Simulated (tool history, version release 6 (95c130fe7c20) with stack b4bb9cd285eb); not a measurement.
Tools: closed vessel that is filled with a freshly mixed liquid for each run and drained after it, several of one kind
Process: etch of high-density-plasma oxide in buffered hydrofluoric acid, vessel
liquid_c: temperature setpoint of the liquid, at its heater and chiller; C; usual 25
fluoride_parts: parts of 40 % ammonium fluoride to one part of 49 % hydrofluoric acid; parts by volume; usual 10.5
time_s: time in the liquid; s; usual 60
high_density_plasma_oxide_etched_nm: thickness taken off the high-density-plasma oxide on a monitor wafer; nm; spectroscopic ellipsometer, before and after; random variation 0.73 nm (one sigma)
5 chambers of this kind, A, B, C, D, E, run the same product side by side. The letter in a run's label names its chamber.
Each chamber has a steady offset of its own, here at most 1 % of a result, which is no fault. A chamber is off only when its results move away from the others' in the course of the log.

run   hour  liquid_c  fluoride_parts  time_s  read-back film thickness of the high-density-plasma oxide reference wafer, read on the same gauge (nm)  high_density_plasma_oxide_etched_nm
 1C    9.1        25            10.5      60                                                                                                  149.99                               104.17
 2D   18.1        25            10.5      60                                                                                                     150                               102.19
 3A   24.9        25            10.5      60                                                                                                     150                               101.83
 4E   38.8        25            10.5      60                                                                                                  149.97                               103.82
 5B   50.3        25            10.5      60                                                                                                     150                               103.19
 6C   58.7        25            10.5      60                                                                                                  150.01                               103.43
 7D   65.6        25            10.5      60                                                                                                     150                               102.49
 8B   73.9        25            10.5      60                                                                                                  150.04                               103.22
      75.4  -- chamber D: thermometer replaced
 9A   88.7        25            10.5      60                                                                                                  150.03                               101.77
10E    100        25            10.5      60                                                                                                     150                               104.19
11D    111        25            10.5      60                                                                                                  149.99                                103.3
12B    119        25            10.5      60                                                                                                     150                               103.61
13C  133.3        25            10.5      60                                                                                                  149.98                               104.57
14A  144.1        25            10.5      60                                                                                                  150.02                               102.82
15E  156.1        25            10.5      60                                                                                                  150.01                               105.58
16B    169        25            10.5      60                                                                                                     150                               102.68
17A  178.9        25            10.5      60                                                                                                  150.03                               102.18
18D  186.1        25            10.5      60                                                                                                  149.99                                102.5
     186.9  -- chamber E: hydrofluoric acid flow meter replaced
19C  200.8        25            10.5      60                                                                                                  150.01                               103.58
20E  215.2        25            10.5      60                                                                                                  150.02                               104.49
21C  223.6        25            10.5      60                                                                                                  150.02                               103.63
22D  235.5        25            10.5      60                                                                                                  149.99                               102.36
23A    247        25            12.5      90                                                                                                  150.01                               130.02
24E  254.6        25            12.5      90                                                                                                  149.98                               132.21
25B  268.4        25            12.5      90                                                                                                  149.98                               131.53
26C    281        25            12.5      90                                                                                                  150.02                               131.79
27B  288.9        25            12.5      90                                                                                                  150.01                               130.25
28E  298.1        25            10.5      60                                                                                                  150.02                               103.95
29D    305      20.5            10.5      60                                                                                                     150                               80.628
30A  315.3      20.5            10.5      60                                                                                                  150.01                               80.299
31B  327.5      20.5            10.5      60                                                                                                     150                               80.096
32D  338.4      20.5            10.5      60                                                                                                     150                               80.783
33C  352.5      20.5            10.5      60                                                                                                  149.97                                80.05
34A  359.6        25            10.5      60                                                                                                     150                               103.38
35E  370.9      21.5            10.5      45                                                                                                  149.99                               64.578
36E  380.5      21.5            10.5      45                                                                                                     150                               64.521
37C  388.4      21.5            10.5      45                                                                                                     150                               63.785
     395.9  -- chamber D: hydrofluoric acid flow meter replaced
38D  396.8      21.5            10.5      45                                                                                                  150.01                               63.725

What goes on in this fleet: one chamber off, a drifting gauge, or nothing beyond the chambers' own small offsets? Name the chamber and the cause, if any.

No chamber stands off beyond its own small offset, and the gauge holds steady.
